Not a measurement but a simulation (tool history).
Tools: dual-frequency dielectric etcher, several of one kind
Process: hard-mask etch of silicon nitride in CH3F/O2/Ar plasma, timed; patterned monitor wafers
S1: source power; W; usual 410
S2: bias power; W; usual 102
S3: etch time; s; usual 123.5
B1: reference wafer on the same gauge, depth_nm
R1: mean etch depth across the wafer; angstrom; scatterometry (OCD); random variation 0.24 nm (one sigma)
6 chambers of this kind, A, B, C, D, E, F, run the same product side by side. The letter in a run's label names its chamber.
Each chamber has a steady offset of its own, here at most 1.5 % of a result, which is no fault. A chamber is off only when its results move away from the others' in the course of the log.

run   hour   S1   S2     S3      B1       R1
       7.8  -- chamber F: bias power generator calibrated
 1B   11.9  410  102  123.5  115.20   985.71
 2F   25.5  410  102  123.5  115.17   985.98
 3C   34.8  410  102  123.5  115.19   977.17
 4D   41.9  410  102  123.5  115.18   977.94
      51.9  -- chamber C: wet clean of the chamber
 5A   54.4  410  102  123.5  115.13   973.11
 6E   69.7  410  102  123.5  115.20  1001.60
      76.2  -- chamber E: wet clean of the chamber
 7A   83.6  410  111  146.0  115.27  1193.90
      87.4  -- chamber A: bias power generator calibrated
 8D   92.9  410  111  146.0  115.29  1196.20
 9F  108.6  410  111  146.0  115.20  1203.80
10E  123.1  410  111  146.0  115.13  1214.80
11C  135.0  410  111  146.0  115.14  1196.20
12B  145.8  410  111  146.0  115.18  1199.10
13C  153.3  410  102  123.5  115.17   977.42
14D  167.4  410  102  123.5  115.12   978.09
15F  179.8  410  102  123.5  115.22   990.40
16E  188.0  410  102  123.5  115.22   995.87
17B  196.5  410  102  123.5  115.26   982.75
18A  203.9  410  102  123.5  115.17   972.46
19B  211.1  410  102  123.5  115.25   983.75
20D  219.7  410  102  123.5  115.19   977.48
21E  229.2  410  102  123.5  115.25   999.91
22A  242.3  410  102  123.5  115.15   977.25
23C  252.5  410  102  123.5  115.26   978.84
24F  264.7  370   80  123.5  115.21   871.64
25D  280.0  370   80  123.5  115.26   866.03
26C  290.0  370   80  123.5  115.23   864.22
27A  305.5  370   80  123.5  115.29   860.96
     309.0  -- chamber A: wet clean of the chamber
28F  313.0  370   80  123.5  115.21   866.36
29B  324.0  370   80  123.5  115.19   865.66
30E  336.5  410  102  123.5  115.16  1000.80
31A  347.9  410  102  123.5  115.21   974.44
     350.8  -- chamber B: source power generator calibrated
32D  361.1  410  102  123.5  115.21   977.33
33E  369.9  410  102  123.5  115.18   999.85
     371.5  -- chamber B: wet clean of the chamber
34F  380.3  410  102  123.5  115.25   985.40
35B  390.2  410  102  123.5  115.21   983.64
36C  397.6  460  102  110.5  115.21   912.46
     404.0  -- chamber F: wet clean of the chamber
37C  408.3  460  102  110.5  115.21   913.20
38F  416.4  460  102  110.5  115.15   921.50
39B  430.1  460  102  110.5  115.21   917.33
40E  444.0  460  102  110.5  115.18   930.46
41A  452.4  460  102  110.5  115.15   914.84
42D  462.3  410  102  123.5  115.17   981.74

All 6 chambers run these settings next. Forecast each chamber's results:
43A  473.7  500  102  123.5       ?
43B  473.7  500  102  123.5       ?
43C  473.7  500  102  123.5       ?
43D  473.7  500  102  123.5       ?
43E  473.7  500  102  123.5       ?
43F  473.7  500  102  123.5       ?

run       R1
43A  1054.80
43B  1061.50
43C  1053.40
43D  1058.30
43E  1075.90
43F  1061.50
